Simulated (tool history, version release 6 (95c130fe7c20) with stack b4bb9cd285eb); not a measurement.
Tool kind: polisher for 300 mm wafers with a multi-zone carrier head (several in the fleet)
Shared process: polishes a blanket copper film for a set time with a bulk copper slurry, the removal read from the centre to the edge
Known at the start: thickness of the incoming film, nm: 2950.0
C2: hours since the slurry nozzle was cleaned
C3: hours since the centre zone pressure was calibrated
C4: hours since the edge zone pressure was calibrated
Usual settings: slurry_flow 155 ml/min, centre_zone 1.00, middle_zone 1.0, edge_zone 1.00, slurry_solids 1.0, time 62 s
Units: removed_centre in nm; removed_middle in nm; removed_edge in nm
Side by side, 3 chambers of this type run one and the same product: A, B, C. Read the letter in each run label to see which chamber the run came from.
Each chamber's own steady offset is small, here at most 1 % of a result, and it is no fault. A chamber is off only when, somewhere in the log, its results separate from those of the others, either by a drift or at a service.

Run 1C, hour 6.3: usual settings; wafers polished on this pad 264; C2 232.4; C3 147.8; C4 315.5. Result: removed_centre 712.90 nm, removed_middle 702.91 nm, removed_edge 703.76 nm.
Run 2B, hour 13.5: usual settings; wafers polished on this pad 527; C2 72.0; C3 483.4; C4 374.1. Result: removed_centre 699.96 nm, removed_middle 721.26 nm, removed_edge 696.42 nm.
At hour 14.4: chamber C: slurry nozzle cleaned.
Run 3A, hour 20.0: usual settings; wafers polished on this pad 679; C2 522.1; C3 972.8; C4 555.8. Result: removed_centre 709.86 nm, removed_middle 692.65 nm, removed_edge 710.55 nm.
Run 4B, hour 26.6: usual settings; wafers polished on this pad 688; C2 85.1; C3 496.5; C4 387.2. Result: removed_centre 698.49 nm, removed_middle 708.88 nm, removed_edge 694.90 nm.
At hour 28.7: chamber B: worn pad replaced by a new one.
Run 5A, hour 35.0: usual settings but time 42 s; wafers polished on this pad 863; C2 537.1; C3 987.8; C4 570.8. Result: removed_centre 472.89 nm, removed_middle 473.85 nm, removed_edge 476.12 nm.
Run 6C, hour 48.4: usual settings but time 42 s; wafers polished on this pad 783; C2 34.0; C3 189.9; C4 357.6. Result: removed_centre 487.93 nm, removed_middle 480.56 nm, removed_edge 486.56 nm.
At hour 51.6: chamber A: worn pad replaced by a new one.
Run 7C, hour 57.2: usual settings but time 42 s; wafers polished on this pad 891; C2 42.8; C3 198.7; C4 366.4. Result: removed_centre 478.94 nm, removed_middle 474.49 nm, removed_edge 481.78 nm.
Run 8B, hour 65.6: usual settings but centre_zone 1.08, slurry_solids 1.2; wafers polished on this pad 454; C2 124.1; C3 535.5; C4 426.2. Result: removed_centre 802.61 nm, removed_middle 744.34 nm, removed_edge 729.95 nm.
Run 9A, hour 74.8: usual settings but centre_zone 1.08, slurry_solids 1.2; wafers polished on this pad 286; C2 576.9; C3 1027.6; C4 610.6. Result: removed_centre 796.04 nm, removed_middle 732.76 nm, removed_edge 731.46 nm.
At hour 75.1: chamber C: worn pad replaced by a new one.
Run 10B, hour 85.9: usual settings but centre_zone 1.08, slurry_solids 1.2; wafers polished on this pad 704; C2 144.4; C3 555.8; C4 446.5. Result: removed_centre 803.59 nm, removed_middle 721.96 nm, removed_edge 739.36 nm.
At hour 90.9: chamber B: worn pad replaced by a new one.
Run 11A, hour 92.3: usual settings; wafers polished on this pad 501; C2 594.4; C3 1045.1; C4 628.1. Result: removed_centre 682.10 nm, removed_middle 695.83 nm, removed_edge 703.89 nm.
At hour 97.1: chamber B: centre zone pressure recalibrated.
Run 12C, hour 104.9: usual settings; wafers polished on this pad 367; C2 90.5; C3 246.4; C4 414.1. Result: removed_centre 721.44 nm, removed_middle 701.25 nm, removed_edge 711.62 nm.
Run 13C, hour 115.1: usual settings; wafers polished on this pad 493; C2 100.7; C3 256.6; C4 424.3. Result: removed_centre 716.29 nm, removed_middle 702.41 nm, removed_edge 697.23 nm.
Run 14B, hour 127.2: usual settings; wafers polished on this pad 447; C2 185.7; C3 30.1; C4 487.8. Result: removed_centre 695.36 nm, removed_middle 716.46 nm, removed_edge 702.64 nm.
At hour 130.3: chamber B: slurry nozzle cleaned.
Run 15A, hour 135.5: usual settings; wafers polished on this pad 1033; C2 637.6; C3 1088.3; C4 671.3. Result: removed_centre 688.80 nm, removed_middle 702.25 nm, removed_edge 701.61 nm.
Run 16C, hour 141.5: usual settings; wafers polished on this pad 818; C2 127.1; C3 283.0; C4 450.7. Result: removed_centre 734.09 nm, removed_middle 701.18 nm, removed_edge 705.46 nm.
Run 17A, hour 147.9: usual settings; wafers polished on this pad 1186; C2 650.0; C3 1100.7; C4 683.7. Result: removed_centre 683.50 nm, removed_middle 686.99 nm, removed_edge 687.02 nm.
At hour 150.5: chamber A: slurry nozzle cleaned.
At hour 151.1: chamber C: worn pad replaced by a new one.
At hour 151.5: chamber B: worn pad replaced by a new one.
At hour 152.3: chamber C: centre zone pressure recalibrated.
Run 18B, hour 154.1: usual settings; wafers polished on this pad 32; C2 23.8; C3 57.0; C4 514.7. Result: removed_centre 697.83 nm, removed_middle 716.48 nm, removed_edge 697.58 nm.
At hour 155.1: chamber A: worn pad replaced by a new one.
At hour 158.8: chamber B: edge zone pressure recalibrated.
Run 19C, hour 161.5: usual settings but edge_zone 1.10, time 44 s; wafers polished on this pad 128; C2 147.1; C3 9.2; C4 470.7. Result: removed_centre 519.50 nm, removed_middle 498.77 nm, removed_edge 528.71 nm.
Run 20B, hour 169.1: usual settings but edge_zone 1.10, time 44 s; wafers polished on this pad 216; C2 38.8; C3 72.0; C4 10.3. Result: removed_centre 502.01 nm, removed_middle 500.08 nm, removed_edge 526.76 nm.
Run 21A, hour 180.3: usual settings but edge_zone 1.10, time 44 s; wafers polished on this pad 310; C2 29.9; C3 1133.1; C4 716.1. Result: removed_centre 475.00 nm, removed_middle 503.76 nm, removed_edge 522.70 nm.
Run 22A, hour 186.5: usual settings; wafers polished on this pad 387; C2 36.1; C3 1139.3; C4 722.3. Result: removed_centre 677.91 nm, removed_middle 701.72 nm, removed_edge 701.63 nm.
Run 23C, hour 193.6: usual settings; wafers polished on this pad 523; C2 179.2; C3 41.3; C4 502.8. Result: removed_centre 721.00 nm, removed_middle 699.00 nm, removed_edge 697.56 nm.
Run 24B, hour 200.9: usual settings; wafers polished on this pad 608; C2 70.6; C3 103.8; C4 42.1. Result: removed_centre 691.57 nm, removed_middle 704.31 nm, removed_edge 704.14 nm.
Run 25C, hour 211.7: usual settings; wafers polished on this pad 746; C2 197.3; C3 59.4; C4 520.9. Result: removed_centre 701.77 nm, removed_middle 707.24 nm, removed_edge 698.55 nm.
Run 26A, hour 219.0: usual settings; wafers polished on this pad 787; C2 68.6; C3 1171.8; C4 754.8. Result: removed_centre 652.70 nm, removed_middle 708.84 nm, removed_edge 693.88 nm.
At hour 226.1: chamber B: worn pad replaced by a new one.
Run 27B, hour 226.4: usual settings; wafers polished on this pad 3; C2 96.1; C3 129.3; C4 67.6. Result: removed_centre 698.99 nm, removed_middle 713.48 nm, removed_edge 699.37 nm.
Run 28B, hour 236.6: usual settings; wafers polished on this pad 129; C2 106.3; C3 139.5; C4 77.8. Result: removed_centre 698.13 nm, removed_middle 710.00 nm, removed_edge 703.79 nm.
At hour 242.5: chamber C: worn pad replaced by a new one.
Run 29A, hour 242.9: usual settings but middle_zone 1.1, edge_zone 1.06; wafers polished on this pad 1081; C2 92.5; C3 1195.7; C4 778.7. Result: removed_centre 652.64 nm, removed_middle 773.04 nm, removed_edge 724.24 nm.
At hour 253.1: chamber A: worn pad replaced by a new one.
Run 30C, hour 255.0: usual settings but middle_zone 1.1, edge_zone 1.06; wafers polished on this pad 154; C2 240.6; C3 102.7; C4 564.2. Result: removed_centre 705.53 nm, removed_middle 764.30 nm, removed_edge 716.68 nm.
Run 31C, hour 265.2: usual settings but middle_zone 1.1, edge_zone 1.06; wafers polished on this pad 280; C2 250.8; C3 112.9; C4 574.4. Result: removed_centre 724.78 nm, removed_middle 771.04 nm, removed_edge 726.89 nm.
At hour 267.5: chamber C: slurry nozzle cleaned.
Run 32A, hour 274.4: usual settings; wafers polished on this pad 262; C2 124.0; C3 1227.2; C4 810.2. Result: removed_centre 651.52 nm, removed_middle 694.58 nm, removed_edge 713.99 nm.
Run 33B, hour 283.3: usual settings; wafers polished on this pad 704; C2 153.0; C3 186.2; C4 124.5. Result: removed_centre 699.19 nm, removed_middle 724.20 nm, removed_edge 709.53 nm.
Run 34B, hour 294.7: usual settings; wafers polished on this pad 844; C2 164.4; C3 197.6; C4 135.9. Result: removed_centre 699.59 nm, removed_middle 699.82 nm, removed_edge 700.20 nm.
Run 35C, hour 303.0: usual settings; wafers polished on this pad 745; C2 35.6; C3 150.7; C4 612.2. Result: removed_centre 712.79 nm, removed_middle 700.54 nm, removed_edge 724.75 nm.
Run 36A, hour 313.9: usual settings; wafers polished on this pad 749; C2 163.5; C3 1266.7; C4 849.7. Result: removed_centre 624.04 nm, removed_middle 705.63 nm, removed_edge 704.42 nm.
Run 37A, hour 327.2: usual settings; wafers polished on this pad 912; C2 176.8; C3 1280.0; C4 863.0. Result: removed_centre 628.32 nm, removed_middle 703.63 nm, removed_edge 714.43 nm.
At hour 330.5: chamber C: worn pad replaced by a new one.
Run 38C, hour 337.2: usual settings; wafers polished on this pad 83; C2 69.8; C3 184.9; C4 646.4. Result: removed_centre 719.75 nm, removed_middle 698.30 nm, removed_edge 700.33 nm.

Does one chamber stand apart from the rest, does the shared gauge drift, or is all well apart from small per-chamber offsets? Give the chamber and the most likely cause, where there is one.

One chamber, A, drifts off from the rest bit by bit.
Likeliest cause: centre zone's pressure below its setpoint, % = 10.7.

Which of the 4 candidates below, each the usual settings with something changed and its results left as question marks, puts chamber A back in line with what the other chambers give on the usual settings?
Counts as in line when no further than this from what the other chambers average on the usual settings: removed_centre 33.00 nm; removed_middle 22.00 nm; removed_edge 25.00 nm
Run 39A-1, hour 346.8: usual settings but centre_zone 0.97, middle_zone 1.01, edge_zone 1.01. Result: removed_centre ?, removed_middle ?, removed_edge ?.
Run 39A-2, hour 346.8: usual settings but slurry_flow 160 ml/min, centre_zone 1.09, middle_zone 0.98, edge_zone 0.97, time 63 s. Result: removed_centre ?, removed_middle ?, removed_edge ?.
Run 39A-3, hour 346.8: usual settings but centre_zone 1.03, middle_zone 0.99, edge_zone 0.99. Result: removed_centre ?, removed_middle ?, removed_edge ?.
Run 39A-4, hour 346.8: usual settings but slurry_flow 150 ml/min, centre_zone 0.91, middle_zone 1.02, edge_zone 1.03, time 61 s. Result: removed_centre ?, removed_middle ?, removed_edge ?.

Other chambers, usual settings, mean: removed_centre 706.69 nm; removed_middle 705.69 nm; removed_edge 704.28 nm
  run  removed_centre  removed_middle  removed_edge
39A-1          602.33          713.96        705.75
39A-2          699.42          709.40        705.67
39A-3          643.00          700.70        698.67
39A-4          548.61          704.57        698.21
39A-2 brings the chamber back in line.
